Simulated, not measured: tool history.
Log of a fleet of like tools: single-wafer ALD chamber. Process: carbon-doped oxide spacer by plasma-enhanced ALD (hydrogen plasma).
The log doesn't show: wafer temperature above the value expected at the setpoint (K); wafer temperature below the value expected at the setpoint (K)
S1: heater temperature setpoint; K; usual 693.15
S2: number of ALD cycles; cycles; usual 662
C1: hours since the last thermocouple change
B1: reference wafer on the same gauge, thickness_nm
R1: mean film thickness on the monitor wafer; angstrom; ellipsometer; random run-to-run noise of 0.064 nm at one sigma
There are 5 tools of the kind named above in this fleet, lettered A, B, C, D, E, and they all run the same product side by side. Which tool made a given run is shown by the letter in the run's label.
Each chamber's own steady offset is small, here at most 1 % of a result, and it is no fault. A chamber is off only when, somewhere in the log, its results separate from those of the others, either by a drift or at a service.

run	day	S1	S2	C1	B1	R1
1E	0.133	693.15	662	1341.8	35.522	313.07
2A	0.246	693.15	662	1198	35.488	310.02
3C	0.4	693.15	662	1339.3	35.502	312.63
4B	0.588	693.15	662	2670.4	35.479	312.23
5D	0.729	693.15	662	278	35.487	310.09
6B	0.875	693.15	726	2677.3	35.493	340.76
7A	1.108	693.15	726	1218.7	35.509	340.21
8D	1.312	693.15	726	292	35.503	339.88
9C	1.446	693.15	726	1364.4	35.505	344.58
# day 1.45: chamber B: thermocouple changed; heater temperature recalibrated
10E	1.696	693.15	726	1379.3	35.493	342.85
11D	1.9	693.15	662	306.1	35.501	310.48
12A	2.05	693.15	662	1241.3	35.496	311.07
13E	2.304	693.15	662	1393.9	35.507	312.86
14C	2.504	693.15	662	1389.8	35.486	314.69
15B	2.725	693.15	662	30.7	35.495	309.63
16E	2.962	693.15	662	1409.7	35.488	313.79
17B	3.117	707.15	662	40.1	35.492	297.78
18A	3.233	707.15	662	1269.7	35.512	296.26
19D	3.4	707.15	662	342.1	35.52	297.48
20C	3.642	707.15	662	1417.1	35.504	298.34
21E	3.796	707.15	662	1429.7	35.505	298.3
22A	4.012	684.15	662	1288.4	35.508	320.61
23D	4.167	684.15	662	360.5	35.49	319.85
24B	4.312	684.15	662	68.8	35.504	319.91
25C	4.467	684.15	662	1436.9	35.512	322.96
26A	4.667	684.15	662	1304.1	35.493	318.1
27E	4.796	693.15	662	1453.7	35.505	312.35
28B	5.025	693.15	716	85.9	35.5	337.21
29D	5.175	693.15	716	384.7	35.493	337.45
30C	5.358	693.15	716	1458.3	35.51	338.72
31E	5.483	693.15	716	1470.2	35.512	338.36
32C	5.738	693.15	716	1467.4	35.482	339.16
33B	5.908	693.15	662	107.1	35.497	310.03
34D	6.092	693.15	662	406.7	35.508	311.95
35A	6.221	693.15	662	1341.4	35.508	309.12
36D	6.458	693.15	662	415.5	35.493	311.04
37C	6.708	693.15	662	1490.7	35.48	313.08
38A	6.958	693.15	662	1359.1	35.484	310.61
39B	7.142	693.15	662	136.7	35.494	311.64
40E	7.288	693.15	662	1513.5	35.495	311.81
41E	7.525	706.15	582	1519.2	35.479	263.37
42D	7.771	706.15	582	447	35.494	261.8
43A	7.996	706.15	582	1384	35.482	260.76

Is one chamber off against the others, does the gauge drift, or is nothing wrong? If a chamber is off, say which, and what the likeliest cause is.

Nothing is wrong: each chamber keeps only its own small, steady offset and the gauge holds still.

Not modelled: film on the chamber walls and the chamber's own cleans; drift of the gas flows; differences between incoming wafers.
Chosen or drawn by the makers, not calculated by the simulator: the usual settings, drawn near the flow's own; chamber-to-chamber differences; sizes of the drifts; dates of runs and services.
